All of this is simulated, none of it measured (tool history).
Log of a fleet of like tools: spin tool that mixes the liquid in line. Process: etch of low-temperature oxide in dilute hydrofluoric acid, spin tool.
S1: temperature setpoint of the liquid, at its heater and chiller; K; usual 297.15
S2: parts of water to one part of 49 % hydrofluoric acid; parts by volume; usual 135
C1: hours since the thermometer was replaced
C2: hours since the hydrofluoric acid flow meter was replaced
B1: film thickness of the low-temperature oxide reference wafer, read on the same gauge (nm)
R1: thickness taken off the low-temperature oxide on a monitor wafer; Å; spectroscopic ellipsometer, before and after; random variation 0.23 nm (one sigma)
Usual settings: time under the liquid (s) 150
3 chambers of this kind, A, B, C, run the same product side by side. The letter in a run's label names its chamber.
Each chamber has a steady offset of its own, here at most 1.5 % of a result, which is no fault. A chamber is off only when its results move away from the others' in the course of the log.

Run 1A, day 0.258: usual settings; C1 933.1; C2 387.3; B1 139.98. Result: R1 379.90 Å.
Run 2C, day 0.529: usual settings; C1 183.9; C2 984.4; B1 140.01. Result: R1 370.36 Å.
Run 3B, day 0.867: usual settings; C1 740.0; C2 978.9; B1 139.96. Result: R1 375.71 Å.
Run 4C, day 1.283: usual settings; C1 202.0; C2 1002.5; B1 140.01. Result: R1 374.69 Å.
Run 5B, day 1.721: usual settings; C1 760.5; C2 999.4; B1 139.99. Result: R1 374.64 Å.
Run 6A, day 1.962: usual settings; C1 974.0; C2 428.2; B1 140.04. Result: R1 376.51 Å.
Run 7A, day 2.396: usual settings; C1 984.4; C2 438.6; B1 139.99. Result: R1 373.55 Å.
Run 8B, day 2.696: usual settings; C1 783.9; C2 1022.8; B1 139.99. Result: R1 376.16 Å.
Run 9C, day 3.129: usual settings; C1 246.3; C2 1046.8; B1 140.03. Result: R1 371.32 Å.
Run 10A, day 3.488: usual settings; C1 1010.6; C2 464.8; B1 139.99. Result: R1 375.11 Å.
Run 11C, day 3.946: usual settings; C1 265.9; C2 1066.4; B1 140.00. Result: R1 370.71 Å.
Run 12B, day 4.158: usual settings; C1 819.0; C2 1057.9; B1 140.02. Result: R1 378.72 Å.
Run 13A, day 4.479: usual settings; C1 1034.4; C2 488.6; B1 139.97. Result: R1 376.25 Å.
Run 14B, day 4.800: usual settings; C1 834.4; C2 1073.3; B1 139.98. Result: R1 380.38 Å.
Run 15C, day 5.025: usual settings but S2 70 parts by volume; C1 291.8; C2 1092.3; B1 139.99. Result: R1 768.01 Å.
Run 16A, day 5.346: usual settings but S2 70 parts by volume; C1 1055.2; C2 509.4; B1 139.99. Result: R1 794.15 Å.
Run 17B, day 5.733: usual settings but S2 70 parts by volume; C1 856.8; C2 1095.7; B1 139.96. Result: R1 804.84 Å.
Run 18C, day 5.996: usual settings; C1 315.1; C2 1115.6; B1 139.98. Result: R1 369.67 Å.
Run 19B, day 6.400: usual settings; C1 872.8; C2 1111.7; B1 140.03. Result: R1 383.78 Å.
Run 20A, day 6.792: usual settings; C1 1089.9; C2 544.1; B1 139.99. Result: R1 375.15 Å.
Run 21C, day 7.233: usual settings; C1 344.8; C2 1145.3; B1 140.01. Result: R1 374.81 Å.
Run 22C, day 7.438: usual settings; C1 349.7; C2 1150.2; B1 139.98. Result: R1 375.63 Å.
Run 23B, day 7.775: usual settings; C1 905.8; C2 1144.7; B1 140.00. Result: R1 388.52 Å.
Run 24A, day 7.979: usual settings; C1 1118.4; C2 572.6; B1 140.01. Result: R1 377.07 Å.
Run 25A, day 8.292: usual settings; C1 1125.9; C2 580.1; B1 139.97. Result: R1 375.61 Å.
Run 26B, day 8.500: usual settings; C1 923.2; C2 1162.1; B1 140.03. Result: R1 394.80 Å.
Run 27C, day 8.717: usual settings; C1 380.4; C2 1180.9; B1 140.02. Result: R1 371.81 Å.
Run 28C, day 9.017: usual settings; C1 387.6; C2 1188.1; B1 139.99. Result: R1 372.89 Å.
Run 29A, day 9.267: usual settings; C1 1149.3; C2 603.5; B1 140.00. Result: R1 373.37 Å.
Run 30B, day 9.538: usual settings but S2 185 parts by volume; C1 948.1; C2 1187.0; B1 140.03. Result: R1 273.92 Å.
Run 31A, day 9.971: usual settings but S2 185 parts by volume; C1 1166.2; C2 620.4; B1 139.99. Result: R1 259.60 Å.
Run 32B, day 10.371: usual settings but S2 185 parts by volume; C1 968.1; C2 1207.0; B1 140.00. Result: R1 276.47 Å.

Next, every chamber runs the same settings. What will each give?
Run 33A, day 10.700: usual settings. Result: R1 ?.
Run 33B, day 10.700: usual settings. Result: R1 ?.
Run 33C, day 10.700: usual settings. Result: R1 ?.

run      R1
33A  372.69
33B  399.58
33C  371.93

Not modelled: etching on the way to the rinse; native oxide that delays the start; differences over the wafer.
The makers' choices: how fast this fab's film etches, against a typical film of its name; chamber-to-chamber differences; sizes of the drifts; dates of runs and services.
